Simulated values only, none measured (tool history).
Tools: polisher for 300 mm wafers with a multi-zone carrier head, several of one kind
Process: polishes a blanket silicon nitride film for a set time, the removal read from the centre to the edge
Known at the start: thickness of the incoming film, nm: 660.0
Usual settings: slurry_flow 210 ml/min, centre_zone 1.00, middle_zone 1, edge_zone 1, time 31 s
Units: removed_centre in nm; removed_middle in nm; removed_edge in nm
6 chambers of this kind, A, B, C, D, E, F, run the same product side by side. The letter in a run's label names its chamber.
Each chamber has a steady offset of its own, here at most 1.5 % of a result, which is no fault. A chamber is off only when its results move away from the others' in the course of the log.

run   hour  slurry_flow  centre_zone  middle_zone  edge_zone  time  removed_centre  removed_middle  removed_edge
       2.5  -- chamber E: slurry nozzle cleaned
       5.0  -- chamber C: worn pad replaced by a new one
 1C    5.3          210         1.00            1          1    31          44.165          43.767        44.110
       7.3  -- chamber B: slurry nozzle cleaned
 2F    8.4          210         1.00            1          1    31          44.355          45.439        44.671
      10.3  -- chamber D: worn pad replaced by a new one
 3B   11.5          210         1.00            1          1    31          43.936          44.110        43.813
      15.4  -- chamber E: worn pad replaced by a new one
 4E   15.9          210         1.00            1          1    31          43.659          44.469        43.063
 5D   20.7          210         1.00            1          1    31          43.959          43.333        44.362
      22.7  -- chamber F: worn pad replaced by a new one
 6A   25.5          210         1.00            1          1    31          44.288          44.929        44.611
      27.5  -- chamber A: worn pad replaced by a new one
 7B   31.1          210         1.00            1          1    31          43.869          44.400        43.569
      36.4  -- chamber B: worn pad replaced by a new one
 8A   37.3          210         1.00            1          1    31          44.286          44.262        44.278
 9F   43.8          210         1.00            1          1    31          44.012          44.370        43.779
10E   50.0          210         1.00            1          1    31          44.021          43.779        43.685
      52.3  -- chamber E: worn pad replaced by a new one
11C   53.6          210         1.00            1          1    31          44.126          44.089        44.120
12D   59.2          170         1.00            1          1    27          37.056          37.223        37.837
      62.8  -- chamber D: worn pad replaced by a new one
      63.4  -- chamber A: worn pad replaced by a new one
13F   63.7          170         1.00            1          1    27          36.816          37.515        37.729
      66.0  -- chamber D: centre zone pressure recalibrated
      66.6  -- chamber F: slurry nozzle cleaned
14B   69.6          170         1.00            1          1    27          37.370          37.875        37.648
      72.4  -- chamber C: worn pad replaced by a new one
15E   76.1          170         1.00            1          1    27          37.089          37.653        36.839
      80.1  -- chamber B: worn pad replaced by a new one
16C   80.4          170         1.00            1          1    27          37.416          36.685        36.430
17D   86.9          170         1.00            1          1    27          36.697          37.422        38.187
      90.4  -- chamber B: centre zone pressure recalibrated
      91.0  -- chamber F: worn pad replaced by a new one
      92.7  -- chamber E: worn pad replaced by a new one
18A   93.4          210         1.00            1          1    31          43.833          45.088        43.683
19A  100.1          210         1.00            1          1    31          43.727          44.513        44.043
     100.5  -- chamber A: worn pad replaced by a new one
20E  104.3          210         1.00            1          1    31          44.062          44.658        42.985
21C  108.1          210         1.00            1          1    31          43.813          43.671        43.899
22D  113.5          210         1.00            1          1    31          44.380          43.100        44.859
     116.7  -- chamber D: worn pad replaced by a new one
23B  118.7          210         1.00            1          1    31          44.856          43.424        44.420
     120.3  -- chamber B: worn pad replaced by a new one
24F  121.7          210         1.00            1          1    31          42.474          43.277        44.169
25E  125.9          210         1.00            1          1    31          44.099          44.360        43.889
26D  130.4          210         1.00            1          1    31          43.687          44.096        44.370
     131.3  -- chamber E: worn pad replaced by a new one
27C  133.4          210         1.00            1          1    31          44.472          43.429        43.964
28B  139.1          210         1.00            1          1    31          44.221          44.796        44.134
     144.4  -- chamber A: worn pad replaced by a new one
29F  144.7          210         1.00            1          1    31          40.390          45.091        44.644
30A  149.9          210         1.00            1          1    31          44.526          43.935        44.377
     152.0  -- chamber C: worn pad replaced by a new one
31B  156.0          255         0.94            1          1    31          42.798          46.208        44.692
32C  162.4          255         0.94            1          1    31          42.272          45.296        44.087
     164.0  -- chamber D: worn pad replaced by a new one
     164.1  -- chamber F: worn pad replaced by a new one
33E  167.7          255         0.94            1          1    31          42.240          45.405        44.371
34F  170.9          255         0.94            1          1    31          38.917          44.747        45.549
35D  174.4          255         0.94            1          1    31          42.387          45.028        45.010
     174.7  -- chamber E: worn pad replaced by a new one
36A  180.2          255         0.94            1          1    31          41.703          45.592        44.930
37D  183.9          210         1.00            1          1    31          43.585          44.177        44.464
38C  187.6          210         1.00            1          1    31          44.011          43.892        43.418
39E  191.3          210         1.00            1          1    31          43.912          43.844        43.241

All 6 chambers run these settings next. Forecast each chamber's results:
40A  196.2          210         1.00            1          1    31               ?               ?             ?
40B  196.2          210         1.00            1          1    31               ?               ?             ?
40C  196.2          210         1.00            1          1    31               ?               ?             ?
40D  196.2          210         1.00            1          1    31               ?               ?             ?
40E  196.2          210         1.00            1          1    31               ?               ?             ?
40F  196.2          210         1.00            1          1    31               ?               ?             ?

run  removed_centre  removed_middle  removed_edge
40A          44.007          44.475        44.042
40B          44.596          44.557        43.734
40C          43.926          44.211        43.483
40D          43.785          43.945        44.454
40E          43.770          44.146        43.540
40F          39.324          44.271        45.009

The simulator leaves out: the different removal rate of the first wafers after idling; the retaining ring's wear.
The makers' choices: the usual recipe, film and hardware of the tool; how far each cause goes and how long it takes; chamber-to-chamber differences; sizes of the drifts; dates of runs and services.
